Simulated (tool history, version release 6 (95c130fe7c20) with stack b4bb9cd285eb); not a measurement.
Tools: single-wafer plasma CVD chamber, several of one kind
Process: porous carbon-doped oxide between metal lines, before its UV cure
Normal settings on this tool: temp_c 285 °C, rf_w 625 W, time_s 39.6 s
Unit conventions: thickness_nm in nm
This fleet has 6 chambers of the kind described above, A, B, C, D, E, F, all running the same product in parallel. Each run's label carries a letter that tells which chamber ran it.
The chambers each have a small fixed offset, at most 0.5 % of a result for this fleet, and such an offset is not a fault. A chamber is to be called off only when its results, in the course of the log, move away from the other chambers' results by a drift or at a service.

run	hour	temp_c	rf_w	time_s	hours since the last thermocouple change	hours since the last RF generator calibration	read-back reference wafer on the same gauge, thickness_nm	thickness_nm
1E	3.9	285	625	39.6	112.9	14.5	258.13	268.59
2D	7.4	285	625	39.6	858.2	1494.8	257.99	267.00
3B	10.6	285	625	39.6	769.6	1052.1	258.15	269.44
4A	13.5	285	625	39.6	261.6	296.8	258.04	268.11
5F	18.0	292	625	42.3	309.6	1492.7	257.93	276.50
6C	20.8	292	625	42.3	1091.9	1398.2	257.93	275.70
7A	24.4	292	625	42.3	272.5	307.7	258.04	274.71
8C	27.0	292	625	42.3	1098.1	1404.4	258.02	274.70
9E	29.6	292	625	42.3	138.6	40.2	258.28	273.86
10B	32.8	292	625	42.3	791.8	1074.3	257.81	274.82
11F	36.9	285	625	39.6	328.5	1511.6	257.99	268.67
12D	40.5	285	625	39.6	891.3	1527.9	258.01	269.44
13F	45.9	285	625	39.6	337.5	1520.6	258.31	269.57
# hour 47.9: chamber B: RF generator calibrated
14D	51.2	291	625	42.3	902.0	1538.6	258.02	275.51
15B	56.5	291	625	42.3	815.5	8.6	257.99	278.58
16C	59.0	291	625	42.3	1130.1	1436.4	257.91	275.38
17E	62.1	291	625	42.3	171.1	72.7	257.88	276.96
18A	67.5	291	625	42.3	315.6	350.8	257.88	275.52
19B	70.5	291	625	42.3	829.5	22.6	257.85	277.40
20F	74.3	285	625	39.6	365.9	1549.0	258.17	269.83
21A	77.5	285	625	39.6	325.6	360.8	258.04	269.08
22C	81.9	285	625	39.6	1153.0	1459.3	257.94	268.59
23D	86.9	285	625	39.6	937.7	1574.3	257.94	268.50
24E	90.2	285	625	39.6	199.2	100.8	257.87	268.57
25F	93.5	285	625	39.6	385.1	1568.2	258.12	271.14
26C	97.6	285	625	39.6	1168.7	1475.0	257.93	267.74
27A	102.8	285	625	39.6	350.9	386.1	258.14	268.96
28B	105.5	285	625	39.6	864.5	57.6	257.93	268.93
29E	109.0	285	740	36.5	218.0	119.6	257.93	278.68
30D	111.6	285	740	36.5	962.4	1599.0	257.86	275.01
31D	116.3	285	740	36.5	967.1	1603.7	258.17	275.41
32B	120.6	285	740	36.5	879.6	72.7	258.08	277.67
33F	124.0	285	740	36.5	415.6	1598.7	258.16	279.00
34E	126.8	285	740	36.5	235.8	137.4	257.82	276.61
35C	130.5	285	625	46.9	1201.6	1507.9	258.02	312.63
36A	133.3	285	625	46.9	381.4	416.6	257.97	317.10
37A	138.6	285	625	46.9	386.7	421.9	258.21	317.79
38E	141.0	285	625	46.9	250.0	151.6	257.89	316.46
39C	146.2	285	625	46.9	1217.3	1523.6	257.80	311.79
40B	148.9	285	625	46.9	907.9	101.0	258.02	318.72
41D	151.5	285	625	39.6	1002.3	1638.9	258.10	268.01
42F	154.6	285	625	39.6	446.2	1629.3	257.94	271.17
43A	159.1	285	625	39.6	407.2	442.4	258.09	269.21
44E	164.3	285	625	39.6	273.3	174.9	258.31	268.51

Each of the 6 chambers runs these same settings next. Fill in every chamber's results:
45A	168.3	285	625	39.6				?
45B	168.3	285	625	39.6				?
45C	168.3	285	625	39.6				?
45D	168.3	285	625	39.6				?
45E	168.3	285	625	39.6				?
45F	168.3	285	625	39.6				?

run	thickness_nm
45A	268.99
45B	269.96
45C	263.04
45D	267.82
45E	267.99
45F	269.28

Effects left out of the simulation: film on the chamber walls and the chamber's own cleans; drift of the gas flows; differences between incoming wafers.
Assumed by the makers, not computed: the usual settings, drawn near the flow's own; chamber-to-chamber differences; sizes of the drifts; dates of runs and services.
